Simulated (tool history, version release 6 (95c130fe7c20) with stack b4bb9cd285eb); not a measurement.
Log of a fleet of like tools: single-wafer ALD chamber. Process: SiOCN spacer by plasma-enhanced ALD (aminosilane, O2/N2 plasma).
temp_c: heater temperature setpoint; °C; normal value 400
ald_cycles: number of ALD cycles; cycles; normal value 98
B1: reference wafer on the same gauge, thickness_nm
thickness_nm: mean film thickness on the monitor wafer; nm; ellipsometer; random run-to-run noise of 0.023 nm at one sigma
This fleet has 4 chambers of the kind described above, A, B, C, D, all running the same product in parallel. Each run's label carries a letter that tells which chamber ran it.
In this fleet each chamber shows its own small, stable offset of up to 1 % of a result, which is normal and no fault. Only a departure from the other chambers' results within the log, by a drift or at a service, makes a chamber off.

{"run": "1A", "hour": 9.7, "temp_c": 400, "ald_cycles": 98, "B1": 5.0719, "thickness_nm": 5.8961}
{"run": "2B", "hour": 17.0, "temp_c": 400, "ald_cycles": 98, "B1": 5.0687, "thickness_nm": 5.9411}
{"hour": 21.1, "done": "chamber C: thermocouple changed; heater temperature recalibrated"}
{"run": "3C", "hour": 21.5, "temp_c": 400, "ald_cycles": 98, "B1": 5.0706, "thickness_nm": 5.8936}
{"run": "4D", "hour": 28.5, "temp_c": 400, "ald_cycles": 98, "B1": 5.0709, "thickness_nm": 5.8972}
{"run": "5C", "hour": 33.4, "temp_c": 400, "ald_cycles": 98, "B1": 5.0675, "thickness_nm": 5.9184}
{"run": "6B", "hour": 40.1, "temp_c": 400, "ald_cycles": 82, "B1": 5.072, "thickness_nm": 4.9679}
{"run": "7D", "hour": 49.4, "temp_c": 400, "ald_cycles": 82, "B1": 5.0738, "thickness_nm": 4.911}
{"run": "8A", "hour": 58.0, "temp_c": 400, "ald_cycles": 82, "B1": 5.073, "thickness_nm": 4.9272}
{"run": "9B", "hour": 63.9, "temp_c": 400, "ald_cycles": 82, "B1": 5.0706, "thickness_nm": 4.9504}
{"run": "10A", "hour": 72.1, "temp_c": 400, "ald_cycles": 98, "B1": 5.0719, "thickness_nm": 5.8886}
{"run": "11C", "hour": 79.7, "temp_c": 400, "ald_cycles": 98, "B1": 5.0694, "thickness_nm": 5.8665}
{"run": "12D", "hour": 87.5, "temp_c": 400, "ald_cycles": 98, "B1": 5.0686, "thickness_nm": 5.8881}
{"run": "13C", "hour": 93.3, "temp_c": 400, "ald_cycles": 98, "B1": 5.0762, "thickness_nm": 5.9077}
{"run": "14B", "hour": 99.3, "temp_c": 400, "ald_cycles": 98, "B1": 5.075, "thickness_nm": 5.9175}
{"run": "15A", "hour": 105.2, "temp_c": 400, "ald_cycles": 98, "B1": 5.0681, "thickness_nm": 5.9252}
{"run": "16D", "hour": 110.6, "temp_c": 400, "ald_cycles": 98, "B1": 5.0723, "thickness_nm": 5.8749}
{"run": "17D", "hour": 116.7, "temp_c": 400, "ald_cycles": 98, "B1": 5.0743, "thickness_nm": 5.9045}
{"run": "18C", "hour": 123.0, "temp_c": 400, "ald_cycles": 98, "B1": 5.0735, "thickness_nm": 5.8866}
{"run": "19B", "hour": 130.7, "temp_c": 400, "ald_cycles": 98, "B1": 5.0681, "thickness_nm": 5.9184}
{"run": "20A", "hour": 139.0, "temp_c": 400, "ald_cycles": 98, "B1": 5.0697, "thickness_nm": 5.932}
{"run": "21A", "hour": 144.4, "temp_c": 400, "ald_cycles": 98, "B1": 5.068, "thickness_nm": 5.9}
{"run": "22C", "hour": 152.8, "temp_c": 400, "ald_cycles": 98, "B1": 5.0642, "thickness_nm": 5.8907}
{"run": "23B", "hour": 159.5, "temp_c": 400, "ald_cycles": 98, "B1": 5.0695, "thickness_nm": 5.8905}
{"run": "24D", "hour": 168.7, "temp_c": 387, "ald_cycles": 84, "B1": 5.0712, "thickness_nm": 5.0334}
{"run": "25C", "hour": 178.0, "temp_c": 387, "ald_cycles": 84, "B1": 5.0686, "thickness_nm": 5.0511}
{"run": "26A", "hour": 182.5, "temp_c": 387, "ald_cycles": 84, "B1": 5.0702, "thickness_nm": 5.0933}
{"run": "27D", "hour": 187.5, "temp_c": 387, "ald_cycles": 84, "B1": 5.0709, "thickness_nm": 5.0395}
{"run": "28B", "hour": 193.2, "temp_c": 400, "ald_cycles": 98, "B1": 5.0711, "thickness_nm": 5.928}
{"run": "29A", "hour": 200.5, "temp_c": 400, "ald_cycles": 98, "B1": 5.0691, "thickness_nm": 5.8888}

All chambers now run identical settings, listed one chamber a line with results as question marks. What results will each chamber show?
{"run": "30A", "hour": 207.5, "temp_c": 400, "ald_cycles": 98, "thickness_nm": "?"}
{"run": "30B", "hour": 207.5, "temp_c": 400, "ald_cycles": 98, "thickness_nm": "?"}
{"run": "30C", "hour": 207.5, "temp_c": 400, "ald_cycles": 98, "thickness_nm": "?"}
{"run": "30D", "hour": 207.5, "temp_c": 400, "ald_cycles": 98, "thickness_nm": "?"}

run=30A thickness_nm=5.8858
run=30B thickness_nm=5.9591
run=30C thickness_nm=5.9231
run=30D thickness_nm=5.8648
